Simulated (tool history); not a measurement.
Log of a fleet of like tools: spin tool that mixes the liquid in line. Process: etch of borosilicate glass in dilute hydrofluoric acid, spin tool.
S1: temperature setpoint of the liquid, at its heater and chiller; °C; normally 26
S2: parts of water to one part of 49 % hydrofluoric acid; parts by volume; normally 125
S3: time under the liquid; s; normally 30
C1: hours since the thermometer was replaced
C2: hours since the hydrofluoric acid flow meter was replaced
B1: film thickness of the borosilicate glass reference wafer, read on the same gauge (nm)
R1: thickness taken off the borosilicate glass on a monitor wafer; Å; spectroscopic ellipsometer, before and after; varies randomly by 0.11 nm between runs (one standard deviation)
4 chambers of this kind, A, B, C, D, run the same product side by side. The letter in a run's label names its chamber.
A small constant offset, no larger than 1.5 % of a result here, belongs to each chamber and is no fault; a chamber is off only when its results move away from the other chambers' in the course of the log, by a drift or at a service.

{"run": "1D", "hour": 7.3, "S1": 26, "S2": 125, "S3": 30, "C1": 2074.8, "C2": 601, "B1": 79.999, "R1": 125.52}
{"run": "2B", "hour": 15.0, "S1": 26, "S2": 125, "S3": 30, "C1": 1144.3, "C2": 197.6, "B1": 79.97, "R1": 129.22}
{"run": "3C", "hour": 22.0, "S1": 26, "S2": 125, "S3": 30, "C1": 442, "C2": 1302.7, "B1": 79.993, "R1": 126.43}
{"run": "4A", "hour": 26.4, "S1": 26, "S2": 125, "S3": 30, "C1": 1101.3, "C2": 514.1, "B1": 80.008, "R1": 124.14}
{"run": "5B", "hour": 31.7, "S1": 26, "S2": 125, "S3": 30, "C1": 1161, "C2": 214.3, "B1": 79.952, "R1": 127.46}
{"hour": 39.6, "done": "chamber B: thermometer replaced"}
{"run": "6C", "hour": 39.8, "S1": 26, "S2": 125, "S3": 30, "C1": 459.8, "C2": 1320.5, "B1": 79.997, "R1": 126.45}
{"hour": 41.8, "done": "chamber D: hydrofluoric acid flow meter replaced"}
{"run": "7A", "hour": 47.1, "S1": 26, "S2": 125, "S3": 30, "C1": 1122, "C2": 534.8, "B1": 80.027, "R1": 123.89}
{"run": "8D", "hour": 52.1, "S1": 26, "S2": 125, "S3": 30, "C1": 2119.6, "C2": 10.4, "B1": 80.006, "R1": 125.51}
{"run": "9C", "hour": 59.3, "S1": 26, "S2": 125, "S3": 30, "C1": 479.3, "C2": 1340, "B1": 80.001, "R1": 127.37}
{"run": "10B", "hour": 64.7, "S1": 26, "S2": 125, "S3": 30, "C1": 25.1, "C2": 247.3, "B1": 80.025, "R1": 127.43}
{"run": "11A", "hour": 72.7, "S1": 26, "S2": 125, "S3": 30, "C1": 1147.6, "C2": 560.4, "B1": 80.033, "R1": 123.38}
{"run": "12D", "hour": 79.7, "S1": 26, "S2": 125, "S3": 30, "C1": 2147.2, "C2": 38, "B1": 80.011, "R1": 124.17}
{"run": "13A", "hour": 84.5, "S1": 31, "S2": 155, "S3": 30, "C1": 1159.4, "C2": 572.2, "B1": 80, "R1": 112.68}
{"run": "14B", "hour": 91.6, "S1": 31, "S2": 155, "S3": 30, "C1": 52, "C2": 274.2, "B1": 80.01, "R1": 119.12}
{"run": "15D", "hour": 98.6, "S1": 31, "S2": 155, "S3": 30, "C1": 2166.1, "C2": 56.9, "B1": 79.999, "R1": 117.59}
{"run": "16C", "hour": 104.8, "S1": 31, "S2": 155, "S3": 30, "C1": 524.8, "C2": 1385.5, "B1": 80.021, "R1": 117.65}
{"run": "17A", "hour": 111.1, "S1": 26, "S2": 125, "S3": 30, "C1": 1186, "C2": 598.8, "B1": 79.981, "R1": 124.18}
{"run": "18B", "hour": 117.9, "S1": 26, "S2": 125, "S3": 30, "C1": 78.3, "C2": 300.5, "B1": 79.99, "R1": 127.07}
{"run": "19D", "hour": 123.9, "S1": 26, "S2": 125, "S3": 30, "C1": 2191.4, "C2": 82.2, "B1": 79.985, "R1": 126.78}
{"run": "20C", "hour": 132.3, "S1": 26, "S2": 180, "S3": 45, "C1": 552.3, "C2": 1413, "B1": 80.016, "R1": 127.44}
{"run": "21C", "hour": 138.3, "S1": 26, "S2": 180, "S3": 45, "C1": 558.3, "C2": 1419, "B1": 79.966, "R1": 130.08}
{"run": "22B", "hour": 144.6, "S1": 26, "S2": 180, "S3": 45, "C1": 105, "C2": 327.2, "B1": 80.014, "R1": 123.54}
{"run": "23D", "hour": 149.1, "S1": 26, "S2": 180, "S3": 45, "C1": 2216.6, "C2": 107.4, "B1": 80.02, "R1": 121.37}
{"run": "24A", "hour": 155.1, "S1": 26, "S2": 125, "S3": 30, "C1": 1230, "C2": 642.8, "B1": 80.01, "R1": 122.42}
{"run": "25B", "hour": 160.1, "S1": 26, "S2": 125, "S3": 30, "C1": 120.5, "C2": 342.7, "B1": 79.994, "R1": 125.67}
{"run": "26D", "hour": 169.6, "S1": 26, "S2": 125, "S3": 30, "C1": 2237.1, "C2": 127.9, "B1": 80.009, "R1": 124.54}
{"run": "27C", "hour": 178.0, "S1": 26, "S2": 125, "S3": 30, "C1": 598, "C2": 1458.7, "B1": 80.017, "R1": 135.61}

For the next run the whole fleet of 4 chambers uses the same settings. Give each chamber's results:
{"run": "28A", "hour": 184.9, "S1": 30, "S2": 125, "S3": 30, "R1": "?"}
{"run": "28B", "hour": 184.9, "S1": 30, "S2": 125, "S3": 30, "R1": "?"}
{"run": "28C", "hour": 184.9, "S1": 30, "S2": 125, "S3": 30, "R1": "?"}
{"run": "28D", "hour": 184.9, "S1": 30, "S2": 125, "S3": 30, "R1": "?"}

run=28A R1=143.4
run=28B R1=145.28
run=28C R1=158.25
run=28D R1=146.93
